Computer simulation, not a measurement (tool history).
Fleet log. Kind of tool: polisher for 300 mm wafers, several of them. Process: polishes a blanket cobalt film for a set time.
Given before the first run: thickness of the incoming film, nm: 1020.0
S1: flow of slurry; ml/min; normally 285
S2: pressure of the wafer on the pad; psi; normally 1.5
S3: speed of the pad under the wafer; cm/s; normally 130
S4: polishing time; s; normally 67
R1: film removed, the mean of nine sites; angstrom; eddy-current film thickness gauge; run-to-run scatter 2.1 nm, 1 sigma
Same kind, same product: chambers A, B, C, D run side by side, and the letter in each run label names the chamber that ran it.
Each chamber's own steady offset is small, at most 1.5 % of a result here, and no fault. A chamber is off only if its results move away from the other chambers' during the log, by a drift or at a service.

run 1C hour=3.3 | S1=285 S2=1.5 S3=130 S4=67 | R1=2747.1
run 2A hour=6.8 | S1=285 S2=1.5 S3=130 S4=67 | R1=2783.5
run 3D hour=9.3 | S1=285 S2=1.5 S3=130 S4=67 | R1=2745.3
run 4B hour=12.6 | S1=285 S2=1.5 S3=130 S4=67 | R1=2819.6
run 5D hour=16.0 | S1=285 S2=1.5 S3=130 S4=67 | R1=2738.7
run 6B hour=20.3 | S1=285 S2=1.5 S3=130 S4=67 | R1=2824.7
-- hour=21.4 chamber B: worn pad replaced by a new one
run 7A hour=25.3 | S1=285 S2=1.5 S3=130 S4=67 | R1=2750.4
run 8C hour=27.7 | S1=335 S2=1.5 S3=130 S4=67 | R1=2838.0
-- hour=28.3 chamber A: worn pad replaced by a new one
-- hour=30.0 chamber C: worn pad replaced by a new one
run 9C hour=30.4 | S1=335 S2=1.5 S3=130 S4=67 | R1=2800.8
run 10B hour=33.1 | S1=335 S2=1.5 S3=130 S4=67 | R1=2831.3
run 11D hour=36.0 | S1=335 S2=1.5 S3=130 S4=67 | R1=2774.6
run 12A hour=38.4 | S1=285 S2=1.5 S3=130 S4=67 | R1=2752.3
run 13B hour=42.5 | S1=285 S2=1.5 S3=130 S4=67 | R1=2780.0
run 14D hour=45.3 | S1=285 S2=1.5 S3=130 S4=67 | R1=2673.0
run 15C hour=49.0 | S1=285 S2=1.5 S3=130 S4=67 | R1=2761.1
run 16A hour=51.7 | S1=285 S2=1.5 S3=130 S4=67 | R1=2784.1
run 17C hour=55.0 | S1=285 S2=1.5 S3=130 S4=67 | R1=2787.3
run 18A hour=57.6 | S1=285 S2=1.5 S3=130 S4=87 | R1=3594.3
run 19B hour=59.9 | S1=285 S2=1.5 S3=130 S4=87 | R1=3642.9
run 20D hour=62.3 | S1=285 S2=1.5 S3=130 S4=87 | R1=3475.7
run 21B hour=66.9 | S1=285 S2=1.5 S3=130 S4=87 | R1=3686.4
run 22D hour=69.2 | S1=285 S2=1.5 S3=130 S4=67 | R1=2684.8
run 23A hour=71.6 | S1=285 S2=1.5 S3=160 S4=67 | R1=3386.6
-- hour=75.1 chamber A: worn pad replaced by a new one
run 24C hour=75.7 | S1=285 S2=1.5 S3=160 S4=67 | R1=3410.2
run 25A hour=78.8 | S1=285 S2=1.5 S3=160 S4=67 | R1=3378.3
-- hour=80.1 chamber C: worn pad replaced by a new one
run 26C hour=82.9 | S1=285 S2=1.5 S3=160 S4=67 | R1=3364.5
-- hour=84.4 chamber B: slurry nozzle cleaned
run 27D hour=86.7 | S1=285 S2=1.5 S3=130 S4=67 | R1=2673.6
-- hour=88.2 chamber B: worn pad replaced by a new one
run 28B hour=89.0 | S1=285 S2=1.5 S3=130 S4=67 | R1=2813.1
run 29A hour=91.3 | S1=285 S2=1.5 S3=130 S4=67 | R1=2749.4
run 30D hour=95.9 | S1=285 S2=1.5 S3=130 S4=67 | R1=2671.8
run 31B hour=98.3 | S1=285 S2=1.5 S3=130 S4=67 | R1=2828.1
run 32C hour=102.6 | S1=285 S2=1.5 S3=130 S4=67 | R1=2779.3
run 33D hour=105.6 | S1=285 S2=1.5 S3=130 S4=67 | R1=2651.4
run 34B hour=109.6 | S1=215 S2=1.5 S3=130 S4=67 | R1=2718.3
-- hour=111.0 chamber B: head pressure recalibrated
run 35C hour=112.3 | S1=215 S2=1.5 S3=130 S4=67 | R1=2683.4
run 36A hour=115.9 | S1=215 S2=1.5 S3=130 S4=67 | R1=2656.2
-- hour=117.7 chamber A: worn pad replaced by a new one
run 37D hour=119.9 | S1=215 S2=1.5 S3=130 S4=67 | R1=2581.2
run 38B hour=123.0 | S1=285 S2=1.5 S3=130 S4=67 | R1=2799.7
run 39C hour=127.7 | S1=285 S2=1.5 S3=130 S4=67 | R1=2750.7
run 40A hour=131.5 | S1=285 S2=1.5 S3=130 S4=67 | R1=2747.4
run 41B hour=134.8 | S1=285 S2=1.5 S3=130 S4=67 | R1=2779.9
run 42D hour=138.0 | S1=285 S2=1.5 S3=130 S4=67 | R1=2607.1
run 43A hour=140.2 | S1=285 S2=1.5 S3=130 S4=67 | R1=2741.1

Each of the 4 chambers runs these same settings next. Fill in every chamber's results:
run 44A hour=143.8 | S1=285 S2=1.5 S3=130 S4=67 | R1=?
run 44B hour=143.8 | S1=285 S2=1.5 S3=130 S4=67 | R1=?
run 44C hour=143.8 | S1=285 S2=1.5 S3=130 S4=67 | R1=?
run 44D hour=143.8 | S1=285 S2=1.5 S3=130 S4=67 | R1=?

run=44A R1=2766.3
run=44B R1=2802.0
run=44C R1=2765.9
run=44D R1=2635.4
